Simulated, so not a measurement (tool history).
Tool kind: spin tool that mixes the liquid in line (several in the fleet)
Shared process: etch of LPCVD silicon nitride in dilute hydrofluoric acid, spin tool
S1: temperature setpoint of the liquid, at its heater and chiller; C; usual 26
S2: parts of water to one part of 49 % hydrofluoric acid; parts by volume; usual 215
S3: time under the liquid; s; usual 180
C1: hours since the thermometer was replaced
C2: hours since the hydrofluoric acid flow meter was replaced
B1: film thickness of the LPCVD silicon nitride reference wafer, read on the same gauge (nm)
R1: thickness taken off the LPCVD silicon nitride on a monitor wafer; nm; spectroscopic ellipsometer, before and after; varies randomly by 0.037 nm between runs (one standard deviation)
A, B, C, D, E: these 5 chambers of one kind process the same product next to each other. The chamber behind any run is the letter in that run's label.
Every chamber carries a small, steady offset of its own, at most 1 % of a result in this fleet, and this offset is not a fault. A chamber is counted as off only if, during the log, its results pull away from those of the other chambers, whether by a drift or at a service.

run   hour  S1   S2   S3      C1      C2      B1       R1
 1B    5.3  26  215  180  2808.8   316.5  140.00  0.57103
 2E   15.0  26  215  180  1768.6  2689.1  140.03  0.53071
      17.1  -- chamber E: hydrofluoric acid flow meter replaced
 3C   22.6  26  215  180  1786.3    58.3  140.02  0.56870
 4A   27.1  26  215  180  1403.9    66.5  140.03  0.62879
 5D   35.9  26  215  180   845.5  1163.8  139.98  0.67373
 6E   44.2  26  215  180  1797.8    27.1  139.98  0.59422
 7D   53.1  26  215  180   862.7  1181.0  139.97  0.58403
 8A   61.7  26  215  180  1438.5   101.1  139.97  0.61973
 9B   70.4  26  215  180  2873.9   381.6  139.98  0.52424
10C   78.8  26  215  180  1842.5   114.5  140.00  0.58307
11E   85.4  26  215  245  1839.0    68.3  140.01  0.77409
12A   91.9  26  215  245  1468.7   131.3  139.99  0.84668
      94.5  -- chamber A: thermometer replaced
13D  100.7  26  215  245   910.3  1228.6  139.98  0.92078
14C  108.2  26  215  245  1871.9   143.9  139.96  0.76298
15B  114.2  26  215  245  2917.7   425.4  139.96  0.79152
16B  122.0  26  215  180  2925.5   433.2  140.04  0.58991
17C  127.5  26  215  180  1891.2   163.2  139.99  0.63181
     130.0  -- chamber C: thermometer replaced
18E  134.8  26  215  180  1888.4   117.7  139.99  0.54040
19A  140.8  26  215  180    46.3   180.2  139.99  0.58386
20D  147.5  22  215  285   957.1  1275.4  140.00  0.66765
21D  154.4  22  215  285   964.0  1282.3  139.97  0.68324
22C  164.1  22  215  285    34.2   199.8  140.05  0.76345
23B  171.0  22  215  285  2974.5   482.2  139.97  0.78798
24E  178.7  22  215  285  1932.3   161.6  139.99  0.62486
25A  183.4  26  215  180    88.9   222.8  139.96  0.60802
26B  189.2  26  215  180  2992.7   500.4  139.99  0.51552
27A  198.0  26  215  180   103.5   237.4  140.02  0.51795
28E  202.7  26  215  180  1956.3   185.6  140.02  0.56514
29C  212.1  26  215  180    82.2   247.8  139.99  0.61705
30D  220.7  26  215  180  1030.3  1348.6  139.99  0.51301

Decide between three cases: one chamber stands off from its peers, the gauge reading all wafers drifts, or nothing is wrong past each chamber's small offset. Where a chamber is off, say which and what most likely put it there.

No chamber stands off beyond its own small offset, and the gauge holds steady.
